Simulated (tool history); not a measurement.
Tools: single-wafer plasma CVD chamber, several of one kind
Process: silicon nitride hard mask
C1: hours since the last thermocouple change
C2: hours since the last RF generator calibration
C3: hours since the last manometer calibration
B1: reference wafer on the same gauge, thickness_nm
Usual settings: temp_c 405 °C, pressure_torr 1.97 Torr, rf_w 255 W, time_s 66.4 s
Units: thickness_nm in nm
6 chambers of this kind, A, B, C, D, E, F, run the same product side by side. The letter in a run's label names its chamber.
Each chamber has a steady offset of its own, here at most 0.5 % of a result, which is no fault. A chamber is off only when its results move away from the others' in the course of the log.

run 1E hour=5.3 | temp_c=405 pressure_torr=1.97 rf_w=255 time_s=66.4 | C1=762.9 C2=608.8 C3=629.0 | B1=63.051 | thickness_nm=72.147
run 2D hour=16.6 | temp_c=405 pressure_torr=1.97 rf_w=255 time_s=66.4 | C1=1354.3 C2=1109.7 C3=1660.3 | B1=63.016 | thickness_nm=72.573
-- hour=20.8 chamber B: RF generator calibrated
run 3F hour=28.2 | temp_c=405 pressure_torr=1.97 rf_w=255 time_s=66.4 | C1=1993.4 C2=781.2 C3=926.6 | B1=63.002 | thickness_nm=72.184
-- hour=30.0 chamber A: capacitance manometer re-zeroed and calibrated
run 4A hour=39.2 | temp_c=405 pressure_torr=1.97 rf_w=255 time_s=66.4 | C1=354.8 C2=1395.3 C3=9.3 | B1=63.012 | thickness_nm=72.600
run 5C hour=47.5 | temp_c=405 pressure_torr=1.97 rf_w=255 time_s=66.4 | C1=945.8 C2=1189.9 C3=2719.0 | B1=63.060 | thickness_nm=72.172
run 6B hour=59.3 | temp_c=405 pressure_torr=1.97 rf_w=255 time_s=66.4 | C1=235.5 C2=38.6 C3=696.6 | B1=62.987 | thickness_nm=72.631
run 7D hour=71.0 | temp_c=405 pressure_torr=1.97 rf_w=255 time_s=66.4 | C1=1408.7 C2=1164.1 C3=1714.7 | B1=63.026 | thickness_nm=72.854
run 8A hour=82.6 | temp_c=405 pressure_torr=1.97 rf_w=255 time_s=66.4 | C1=398.2 C2=1438.7 C3=52.7 | B1=62.926 | thickness_nm=72.732
run 9B hour=88.1 | temp_c=405 pressure_torr=1.97 rf_w=255 time_s=66.4 | C1=264.3 C2=67.4 C3=725.4 | B1=63.035 | thickness_nm=72.383
run 10E hour=94.8 | temp_c=405 pressure_torr=1.97 rf_w=255 time_s=66.4 | C1=852.4 C2=698.3 C3=718.5 | B1=63.010 | thickness_nm=72.045
run 11F hour=105.3 | temp_c=405 pressure_torr=1.97 rf_w=255 time_s=66.4 | C1=2070.5 C2=858.3 C3=1003.7 | B1=62.950 | thickness_nm=72.020
run 12C hour=116.3 | temp_c=405 pressure_torr=1.97 rf_w=280 time_s=66.4 | C1=1014.6 C2=1258.7 C3=2787.8 | B1=62.963 | thickness_nm=76.960
run 13A hour=122.7 | temp_c=405 pressure_torr=1.97 rf_w=280 time_s=66.4 | C1=438.3 C2=1478.8 C3=92.8 | B1=63.096 | thickness_nm=77.276
run 14C hour=134.7 | temp_c=405 pressure_torr=1.97 rf_w=280 time_s=66.4 | C1=1033.0 C2=1277.1 C3=2806.2 | B1=62.994 | thickness_nm=77.375
run 15F hour=146.6 | temp_c=405 pressure_torr=1.97 rf_w=280 time_s=66.4 | C1=2111.8 C2=899.6 C3=1045.0 | B1=63.065 | thickness_nm=76.872
run 16E hour=152.5 | temp_c=405 pressure_torr=1.97 rf_w=280 time_s=66.4 | C1=910.1 C2=756.0 C3=776.2 | B1=62.981 | thickness_nm=77.040
run 17D hour=164.3 | temp_c=405 pressure_torr=1.97 rf_w=280 time_s=66.4 | C1=1502.0 C2=1257.4 C3=1808.0 | B1=63.023 | thickness_nm=77.293
run 18B hour=173.1 | temp_c=405 pressure_torr=1.97 rf_w=255 time_s=66.4 | C1=349.3 C2=152.4 C3=810.4 | B1=62.976 | thickness_nm=71.618
run 19C hour=178.8 | temp_c=405 pressure_torr=1.97 rf_w=255 time_s=66.4 | C1=1077.1 C2=1321.2 C3=2850.3 | B1=63.013 | thickness_nm=72.651
run 20D hour=190.1 | temp_c=405 pressure_torr=1.97 rf_w=255 time_s=66.4 | C1=1527.8 C2=1283.2 C3=1833.8 | B1=63.019 | thickness_nm=72.896
-- hour=197.5 chamber D: capacitance manometer re-zeroed and calibrated
run 21B hour=198.2 | temp_c=405 pressure_torr=1.97 rf_w=255 time_s=66.4 | C1=374.4 C2=177.5 C3=835.5 | B1=63.034 | thickness_nm=72.296
-- hour=205.2 chamber C: thermocouple changed; heater temperature recalibrated
-- hour=207.3 chamber A: RF generator calibrated
run 22E hour=208.3 | temp_c=405 pressure_torr=1.97 rf_w=255 time_s=66.4 | C1=965.9 C2=811.8 C3=832.0 | B1=63.042 | thickness_nm=72.138
run 23A hour=215.4 | temp_c=419 pressure_torr=2.31 rf_w=255 time_s=66.4 | C1=531.0 C2=8.2 C3=185.5 | B1=63.010 | thickness_nm=75.817
run 24F hour=225.4 | temp_c=419 pressure_torr=2.31 rf_w=255 time_s=66.4 | C1=2190.6 C2=978.4 C3=1123.8 | B1=62.945 | thickness_nm=73.186
run 25B hour=232.2 | temp_c=419 pressure_torr=2.31 rf_w=255 time_s=66.4 | C1=408.4 C2=211.5 C3=869.5 | B1=63.016 | thickness_nm=74.752
run 26E hour=243.5 | temp_c=419 pressure_torr=2.31 rf_w=255 time_s=66.4 | C1=1001.1 C2=847.0 C3=867.2 | B1=62.987 | thickness_nm=74.512
run 27C hour=251.9 | temp_c=419 pressure_torr=2.31 rf_w=255 time_s=66.4 | C1=46.8 C2=1394.3 C3=2923.4 | B1=63.029 | thickness_nm=74.998
run 28D hour=258.8 | temp_c=419 pressure_torr=2.31 rf_w=255 time_s=66.4 | C1=1596.5 C2=1351.9 C3=61.3 | B1=62.955 | thickness_nm=75.281
run 29F hour=265.8 | temp_c=405 pressure_torr=2.44 rf_w=270 time_s=66.4 | C1=2231.0 C2=1018.8 C3=1164.2 | B1=62.975 | thickness_nm=76.613
run 30A hour=277.8 | temp_c=405 pressure_torr=2.44 rf_w=270 time_s=66.4 | C1=593.4 C2=70.6 C3=247.9 | B1=63.013 | thickness_nm=79.637
run 31F hour=284.1 | temp_c=405 pressure_torr=2.44 rf_w=270 time_s=66.4 | C1=2249.3 C2=1037.1 C3=1182.5 | B1=62.993 | thickness_nm=76.088
run 32D hour=292.2 | temp_c=405 pressure_torr=2.44 rf_w=270 time_s=66.4 | C1=1629.9 C2=1385.3 C3=94.7 | B1=63.046 | thickness_nm=79.102
run 33B hour=299.3 | temp_c=405 pressure_torr=2.44 rf_w=270 time_s=66.4 | C1=475.5 C2=278.6 C3=936.6 | B1=63.050 | thickness_nm=78.928
run 34E hour=304.9 | temp_c=405 pressure_torr=2.44 rf_w=270 time_s=66.4 | C1=1062.5 C2=908.4 C3=928.6 | B1=62.998 | thickness_nm=80.085
run 35C hour=313.6 | temp_c=405 pressure_torr=1.97 rf_w=255 time_s=66.4 | C1=108.5 C2=1456.0 C3=2985.1 | B1=62.993 | thickness_nm=72.465
run 36A hour=325.6 | temp_c=405 pressure_torr=1.97 rf_w=255 time_s=66.4 | C1=641.2 C2=118.4 C3=295.7 | B1=62.935 | thickness_nm=73.028

All 6 chambers run these settings next. Forecast each chamber's results:
run 37A hour=334.4 | temp_c=405 pressure_torr=1.97 rf_w=255 time_s=66.4 | thickness_nm=?
run 37B hour=334.4 | temp_c=405 pressure_torr=1.97 rf_w=255 time_s=66.4 | thickness_nm=?
run 37C hour=334.4 | temp_c=405 pressure_torr=1.97 rf_w=255 time_s=66.4 | thickness_nm=?
run 37D hour=334.4 | temp_c=405 pressure_torr=1.97 rf_w=255 time_s=66.4 | thickness_nm=?
run 37E hour=334.4 | temp_c=405 pressure_torr=1.97 rf_w=255 time_s=66.4 | thickness_nm=?
run 37F hour=334.4 | temp_c=405 pressure_torr=1.97 rf_w=255 time_s=66.4 | thickness_nm=?

run=37A thickness_nm=72.314
run=37B thickness_nm=72.455
run=37C thickness_nm=72.372
run=37D thickness_nm=72.817
run=37E thickness_nm=71.849
run=37F thickness_nm=68.785
